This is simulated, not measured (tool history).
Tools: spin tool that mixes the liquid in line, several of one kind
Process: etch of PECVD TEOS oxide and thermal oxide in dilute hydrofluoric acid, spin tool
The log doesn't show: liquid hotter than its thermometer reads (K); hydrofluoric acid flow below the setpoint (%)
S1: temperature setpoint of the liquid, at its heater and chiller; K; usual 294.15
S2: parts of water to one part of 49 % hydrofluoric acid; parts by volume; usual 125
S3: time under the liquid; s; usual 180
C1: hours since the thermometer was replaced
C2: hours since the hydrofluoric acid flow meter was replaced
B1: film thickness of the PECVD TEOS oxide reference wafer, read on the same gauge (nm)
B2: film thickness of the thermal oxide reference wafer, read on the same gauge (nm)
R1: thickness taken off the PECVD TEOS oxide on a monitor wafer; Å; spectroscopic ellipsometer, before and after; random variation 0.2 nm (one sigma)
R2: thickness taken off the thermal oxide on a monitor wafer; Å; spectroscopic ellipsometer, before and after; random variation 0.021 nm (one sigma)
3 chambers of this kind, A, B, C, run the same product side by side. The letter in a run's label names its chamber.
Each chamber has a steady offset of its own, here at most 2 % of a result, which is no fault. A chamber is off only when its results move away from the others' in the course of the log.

run 1B hour=12.1 | S1=294.15 S2=125 S3=180 | C1=226.5 C2=610.7 | B1=129.99 B2=60.012 | R1=208.04 R2=58.677
run 2A hour=20.6 | S1=294.15 S2=125 S3=180 | C1=551.9 C2=883.4 | B1=129.98 B2=60.020 | R1=213.91 R2=59.277
run 3C hour=32.9 | S1=294.15 S2=125 S3=180 | C1=518.1 C2=104.9 | B1=130.02 B2=60.000 | R1=208.32 R2=58.059
run 4A hour=43.7 | S1=294.15 S2=125 S3=180 | C1=575.0 C2=906.5 | B1=129.99 B2=60.012 | R1=212.56 R2=59.579
run 5B hour=57.3 | S1=294.15 S2=125 S3=180 | C1=271.7 C2=655.9 | B1=129.97 B2=59.990 | R1=210.62 R2=58.612
run 6C hour=66.6 | S1=296.65 S2=180 S3=180 | C1=551.8 C2=138.6 | B1=130.01 B2=60.006 | R1=150.48 R2=41.416
-- hour=78.1 chamber B: hydrofluoric acid flow meter replaced
run 7B hour=79.5 | S1=296.65 S2=180 S3=180 | C1=293.9 C2=1.5 | B1=129.96 B2=60.002 | R1=147.91 R2=42.244
run 8A hour=91.1 | S1=296.65 S2=180 S3=180 | C1=622.4 C2=953.9 | B1=129.99 B2=60.005 | R1=152.43 R2=43.092
run 9C hour=100.2 | S1=294.15 S2=125 S3=180 | C1=585.4 C2=172.2 | B1=130.03 B2=59.991 | R1=210.56 R2=58.050
run 10C hour=113.8 | S1=294.15 S2=125 S3=180 | C1=599.0 C2=185.8 | B1=129.98 B2=60.024 | R1=214.45 R2=58.005
run 11A hour=122.4 | S1=294.15 S2=125 S3=180 | C1=653.7 C2=985.2 | B1=130.00 B2=59.996 | R1=215.98 R2=59.081
run 12B hour=138.2 | S1=294.15 S2=125 S3=180 | C1=352.6 C2=60.2 | B1=130.01 B2=59.997 | R1=210.59 R2=58.552
run 13A hour=152.2 | S1=294.15 S2=125 S3=180 | C1=683.5 C2=1015.0 | B1=130.02 B2=59.997 | R1=213.49 R2=59.171
run 14B hour=163.9 | S1=294.15 S2=125 S3=180 | C1=378.3 C2=85.9 | B1=130.03 B2=59.988 | R1=211.52 R2=58.381
run 15C hour=173.7 | S1=294.15 S2=125 S3=180 | C1=658.9 C2=245.7 | B1=130.02 B2=60.023 | R1=213.69 R2=57.956
run 16A hour=184.3 | S1=294.15 S2=75 S3=180 | C1=715.6 C2=1047.1 | B1=130.01 B2=60.005 | R1=377.86 R2=103.180
run 17C hour=196.8 | S1=294.15 S2=75 S3=180 | C1=682.0 C2=268.8 | B1=129.96 B2=59.996 | R1=373.89 R2=103.060
run 18B hour=210.7 | S1=294.15 S2=75 S3=180 | C1=425.1 C2=132.7 | B1=130.00 B2=60.009 | R1=363.30 R2=103.140
run 19B hour=218.4 | S1=297.65 S2=125 S3=180 | C1=432.8 C2=140.4 | B1=130.01 B2=59.984 | R1=238.98 R2=66.913
run 20A hour=226.9 | S1=297.65 S2=125 S3=180 | C1=758.2 C2=1089.7 | B1=129.99 B2=59.988 | R1=247.97 R2=67.789
run 21C hour=238.1 | S1=297.65 S2=125 S3=180 | C1=723.3 C2=310.1 | B1=130.00 B2=59.974 | R1=243.76 R2=66.584
run 22B hour=250.3 | S1=294.15 S2=125 S3=180 | C1=464.7 C2=172.3 | B1=130.04 B2=60.021 | R1=208.51 R2=58.646
run 23C hour=261.6 | S1=294.15 S2=125 S3=180 | C1=746.8 C2=333.6 | B1=130.00 B2=59.964 | R1=210.66 R2=57.954
run 24A hour=268.8 | S1=294.15 S2=125 S3=180 | C1=800.1 C2=1131.6 | B1=130.02 B2=59.981 | R1=212.45 R2=59.571
run 25C hour=281.9 | S1=294.15 S2=125 S3=180 | C1=767.1 C2=353.9 | B1=130.04 B2=59.994 | R1=212.47 R2=57.945
run 26A hour=293.7 | S1=292.65 S2=125 S3=180 | C1=825.0 C2=1156.5 | B1=129.99 B2=60.040 | R1=200.00 R2=55.700
run 27B hour=306.0 | S1=292.65 S2=125 S3=180 | C1=520.4 C2=228.0 | B1=129.98 B2=60.000 | R1=195.34 R2=55.125
run 28B hour=314.8 | S1=292.65 S2=125 S3=180 | C1=529.2 C2=236.8 | B1=129.98 B2=60.001 | R1=196.55 R2=54.825
run 29A hour=327.0 | S1=294.15 S2=125 S3=180 | C1=858.3 C2=1189.8 | B1=130.00 B2=59.999 | R1=212.86 R2=59.114
run 30C hour=339.6 | S1=297.65 S2=125 S3=105 | C1=824.8 C2=411.6 | B1=130.01 B2=60.008 | R1=141.79 R2=38.768
run 31A hour=354.2 | S1=297.65 S2=125 S3=105 | C1=885.5 C2=1217.0 | B1=130.06 B2=60.006 | R1=143.52 R2=39.730

Is one chamber off against the others, does the gauge drift, or is nothing wrong? If a chamber is off, say which, and what the likeliest cause is.

No chamber stands off beyond its own small offset, and the gauge holds steady.
